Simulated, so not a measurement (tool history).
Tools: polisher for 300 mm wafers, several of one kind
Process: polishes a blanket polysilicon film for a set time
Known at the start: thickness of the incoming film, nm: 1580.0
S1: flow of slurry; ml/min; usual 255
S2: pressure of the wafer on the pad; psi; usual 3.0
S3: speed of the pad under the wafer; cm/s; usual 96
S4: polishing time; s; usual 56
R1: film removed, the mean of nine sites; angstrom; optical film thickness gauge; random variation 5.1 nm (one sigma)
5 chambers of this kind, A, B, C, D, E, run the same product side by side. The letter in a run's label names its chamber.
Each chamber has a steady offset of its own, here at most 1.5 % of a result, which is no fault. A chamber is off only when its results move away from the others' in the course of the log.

| run | hour | S1 | S2 | S3 | S4 | R1 |
|---|---|---|---|---|---|---|
| 1C | 4.5 | 255 | 3.0 | 96 | 56 | 5535.9 |
| 2D | 10.5 | 255 | 3.0 | 96 | 56 | 5493.1 |
| 3E | 15.3 | 255 | 3.0 | 96 | 56 | 5464.6 |
|  | 17.5 | chamber A: worn pad replaced by a new one |
| 4A | 24.2 | 255 | 3.0 | 96 | 56 | 5570.5 |
| 5B | 30.4 | 255 | 3.0 | 128 | 56 | 7430.5 |
| 6A | 37.6 | 255 | 3.0 | 128 | 56 | 7289.3 |
|  | 41.0 | chamber E: worn pad replaced by a new one |
| 7E | 43.1 | 255 | 3.0 | 128 | 56 | 7280.2 |
|  | 49.9 | chamber B: worn pad replaced by a new one |
| 8B | 50.2 | 255 | 3.0 | 128 | 56 | 7425.2 |
| 9C | 58.9 | 255 | 3.0 | 128 | 56 | 7433.6 |
| 10D | 63.1 | 255 | 3.0 | 96 | 56 | 5516.9 |
|  | 65.2 | chamber A: worn pad replaced by a new one |
| 11B | 69.8 | 255 | 3.0 | 96 | 56 | 5518.8 |
| 12C | 74.0 | 255 | 3.0 | 96 | 56 | 5540.9 |
|  | 80.3 | chamber C: worn pad replaced by a new one |
| 13E | 82.5 | 255 | 3.0 | 96 | 56 | 5486.0 |
| 14D | 87.4 | 255 | 3.0 | 96 | 56 | 5317.1 |
| 15A | 92.0 | 255 | 3.0 | 96 | 56 | 5411.4 |
| 16E | 100.6 | 255 | 3.0 | 96 | 56 | 5459.5 |
|  | 105.1 | chamber B: worn pad replaced by a new one |
| 17D | 109.4 | 255 | 3.0 | 96 | 56 | 5265.9 |
|  | 109.8 | chamber A: worn pad replaced by a new one |
| 18A | 113.4 | 255 | 3.0 | 96 | 56 | 5509.5 |
| 19B | 118.1 | 255 | 3.0 | 96 | 56 | 5516.3 |
| 20C | 123.4 | 255 | 3.0 | 96 | 56 | 5574.6 |
| 21E | 130.3 | 255 | 3.0 | 80 | 56 | 4503.5 |
|  | 132.4 | chamber E: worn pad replaced by a new one |
| 22A | 139.0 | 255 | 3.0 | 80 | 56 | 4536.1 |
| 23C | 146.8 | 255 | 3.0 | 80 | 56 | 4684.7 |
|  | 147.0 | chamber A: worn pad replaced by a new one |
| 24D | 152.0 | 255 | 3.0 | 80 | 56 | 4270.6 |
| 25B | 158.0 | 255 | 3.0 | 80 | 56 | 4574.6 |
|  | 158.9 | chamber B: worn pad replaced by a new one |
| 26B | 162.5 | 255 | 3.0 | 96 | 56 | 5495.5 |
|  | 169.6 | chamber E: slurry nozzle cleaned |
| 27D | 171.4 | 255 | 3.0 | 96 | 56 | 5102.4 |
| 28C | 179.2 | 255 | 3.0 | 96 | 56 | 5522.0 |
| 29A | 186.7 | 255 | 2.5 | 96 | 76 | 6230.5 |
| 30E | 194.7 | 255 | 2.5 | 96 | 76 | 6211.3 |
| 31D | 199.6 | 255 | 2.5 | 96 | 76 | 5608.7 |
| 32B | 203.5 | 255 | 2.5 | 96 | 76 | 6308.4 |
| 33E | 209.6 | 255 | 2.5 | 96 | 76 | 6246.5 |

All 5 chambers run these settings next. Forecast each chamber's results:
| 34A | 216.0 | 255 | 3.0 | 96 | 56 | ? |
| 34B | 216.0 | 255 | 3.0 | 96 | 56 | ? |
| 34C | 216.0 | 255 | 3.0 | 96 | 56 | ? |
| 34D | 216.0 | 255 | 3.0 | 96 | 56 | ? |
| 34E | 216.0 | 255 | 3.0 | 96 | 56 | ? |

| run | R1 |
|---|---|
| 34A | 5483.1 |
| 34B | 5415.0 |
| 34C | 5566.9 |
| 34D | 4895.4 |
| 34E | 5520.2 |
